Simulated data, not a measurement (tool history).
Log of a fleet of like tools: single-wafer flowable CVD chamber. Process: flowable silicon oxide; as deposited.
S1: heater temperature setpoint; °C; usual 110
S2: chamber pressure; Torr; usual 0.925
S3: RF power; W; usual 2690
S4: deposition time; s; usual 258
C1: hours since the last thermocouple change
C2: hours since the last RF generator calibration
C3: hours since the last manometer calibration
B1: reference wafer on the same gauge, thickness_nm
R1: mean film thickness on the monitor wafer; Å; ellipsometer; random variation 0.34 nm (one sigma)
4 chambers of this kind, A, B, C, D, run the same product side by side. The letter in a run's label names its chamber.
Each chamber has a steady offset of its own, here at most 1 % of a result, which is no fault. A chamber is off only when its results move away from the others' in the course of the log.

run 1B hour=5 | S1=110 S2=0.925 S3=2690 S4=258 | C1=1263.7 C2=121.3 C3=336.7 | B1=124.98 | R1=1410.5
run 2C hour=12 | S1=110 S2=0.925 S3=2690 S4=258 | C1=613.8 C2=907.7 C3=1865.6 | B1=124.97 | R1=1418.8
run 3D hour=17.7 | S1=110 S2=0.925 S3=2690 S4=258 | C1=1061.2 C2=2076.8 C3=436.5 | B1=124.98 | R1=1406.1
run 4A hour=23 | S1=110 S2=0.925 S3=2690 S4=258 | C1=1618.7 C2=323.2 C3=644.6 | B1=125 | R1=1421.5
run 5A hour=29.1 | S1=101 S2=0.73 S3=2690 S4=258 | C1=1624.8 C2=329.3 C3=650.7 | B1=124.95 | R1=1406.7
run 6B hour=35.1 | S1=101 S2=0.73 S3=2690 S4=258 | C1=1293.8 C2=151.4 C3=366.8 | B1=125.02 | R1=1402.4
run 7C hour=39.2 | S1=101 S2=0.73 S3=2690 S4=258 | C1=641 C2=934.9 C3=1892.8 | B1=125.11 | R1=1396.4
run 8D hour=44.4 | S1=101 S2=0.73 S3=2690 S4=258 | C1=1087.9 C2=2103.5 C3=463.2 | B1=124.98 | R1=1401.7
run 9D hour=47.5 | S1=110 S2=1.084 S3=2690 S4=258 | C1=1091 C2=2106.6 C3=466.3 | B1=125.02 | R1=1693.3
run 10B hour=51.5 | S1=110 S2=1.084 S3=2690 S4=258 | C1=1310.2 C2=167.8 C3=383.2 | B1=124.99 | R1=1695.9
run 11C hour=54.8 | S1=110 S2=1.084 S3=2690 S4=258 | C1=656.6 C2=950.5 C3=1908.4 | B1=125.06 | R1=1720.9
run 12A hour=60.5 | S1=110 S2=1.084 S3=2690 S4=258 | C1=1656.2 C2=360.7 C3=682.1 | B1=124.94 | R1=1709.5
run 13C hour=63.6 | S1=110 S2=0.802 S3=2690 S4=291 | C1=665.4 C2=959.3 C3=1917.2 | B1=124.98 | R1=1331.4
run 14B hour=69.4 | S1=110 S2=0.802 S3=2690 S4=291 | C1=1328.1 C2=185.7 C3=401.1 | B1=125.04 | R1=1321.6
run 15D hour=74.3 | S1=110 S2=0.802 S3=2690 S4=291 | C1=1117.8 C2=2133.4 C3=493.1 | B1=125.07 | R1=1326.5
run 16A hour=78.7 | S1=110 S2=0.802 S3=2690 S4=291 | C1=1674.4 C2=378.9 C3=700.3 | B1=124.96 | R1=1332.4
run 17B hour=82.5 | S1=110 S2=1.139 S3=2690 S4=258 | C1=1341.2 C2=198.8 C3=414.2 | B1=125.01 | R1=1796.4
run 18D hour=88.5 | S1=110 S2=1.139 S3=2690 S4=258 | C1=1132 C2=2147.6 C3=507.3 | B1=125.02 | R1=1790.8
run 19A hour=92.4 | S1=110 S2=1.139 S3=2690 S4=258 | C1=1688.1 C2=392.6 C3=714 | B1=124.98 | R1=1807.4
run 20C hour=98 | S1=110 S2=1.139 S3=2690 S4=258 | C1=699.8 C2=993.7 C3=1951.6 | B1=124.98 | R1=1812.2
run 21D hour=101.7 | S1=110 S2=0.925 S3=2690 S4=258 | C1=1145.2 C2=2160.8 C3=520.5 | B1=124.96 | R1=1411.3
run 22C hour=105.8 | S1=110 S2=0.925 S3=2690 S4=258 | C1=707.6 C2=1001.5 C3=1959.4 | B1=125.03 | R1=1421.2
run 23B hour=110.9 | S1=110 S2=0.925 S3=2690 S4=258 | C1=1369.6 C2=227.2 C3=442.6 | B1=125.02 | R1=1407.8
run 24A hour=114 | S1=110 S2=0.925 S3=2690 S4=258 | C1=1709.7 C2=414.2 C3=735.6 | B1=125.01 | R1=1415.2
-- hour=114.1 chamber B: thermocouple changed; heater temperature recalibrated
run 25A hour=120.1 | S1=110 S2=0.925 S3=2690 S4=258 | C1=1715.8 C2=420.3 C3=741.7 | B1=124.95 | R1=1417.9
run 26D hour=124.9 | S1=110 S2=0.925 S3=2690 S4=258 | C1=1168.4 C2=2184 C3=543.7 | B1=125.05 | R1=1406
run 27C hour=128.9 | S1=110 S2=0.925 S3=2690 S4=258 | C1=730.7 C2=1024.6 C3=1982.5 | B1=125.03 | R1=1420.3
run 28B hour=134.5 | S1=110 S2=0.925 S3=2690 S4=258 | C1=20.4 C2=250.8 C3=466.2 | B1=125.03 | R1=1360.6
run 29D hour=138.1 | S1=110 S2=0.925 S3=2690 S4=258 | C1=1181.6 C2=2197.2 C3=556.9 | B1=124.99 | R1=1402.9
run 30C hour=144.4 | S1=110 S2=0.925 S3=2690 S4=258 | C1=746.2 C2=1040.1 C3=1998 | B1=125 | R1=1413.6
run 31B hour=148.5 | S1=110 S2=0.925 S3=2690 S4=258 | C1=34.4 C2=264.8 C3=480.2 | B1=124.97 | R1=1360.7
run 32A hour=153.3 | S1=110 S2=0.925 S3=2690 S4=258 | C1=1749 C2=453.5 C3=774.9 | B1=125.03 | R1=1412.7
run 33B hour=159.9 | S1=110 S2=0.925 S3=2690 S4=258 | C1=45.8 C2=276.2 C3=491.6 | B1=125.01 | R1=1358.6
run 34A hour=166 | S1=110 S2=0.925 S3=2690 S4=258 | C1=1761.7 C2=466.2 C3=787.6 | B1=124.93 | R1=1412.1
run 35C hour=169.8 | S1=110 S2=0.925 S3=2690 S4=258 | C1=771.6 C2=1065.5 C3=2023.4 | B1=124.94 | R1=1419.8
run 36D hour=175 | S1=110 S2=0.925 S3=2690 S4=258 | C1=1218.5 C2=2234.1 C3=593.8 | B1=124.95 | R1=1403.1
run 37D hour=180.9 | S1=110 S2=0.925 S3=2435 S4=258 | C1=1224.4 C2=2240 C3=599.7 | B1=125 | R1=1393.7
run 38C hour=187.6 | S1=110 S2=0.925 S3=2435 S4=258 | C1=789.4 C2=1083.3 C3=2041.2 | B1=125.05 | R1=1401.6
run 39B hour=191.8 | S1=110 S2=0.925 S3=2435 S4=258 | C1=77.7 C2=308.1 C3=523.5 | B1=124.98 | R1=1348.6

All 4 chambers run these settings next. Forecast each chamber's results:
run 40A hour=196.9 | S1=110 S2=0.925 S3=2690 S4=258 | R1=?
run 40B hour=196.9 | S1=110 S2=0.925 S3=2690 S4=258 | R1=?
run 40C hour=196.9 | S1=110 S2=0.925 S3=2690 S4=258 | R1=?
run 40D hour=196.9 | S1=110 S2=0.925 S3=2690 S4=258 | R1=?

run=40A R1=1416.6
run=40B R1=1365
run=40C R1=1423
run=40D R1=1403.3
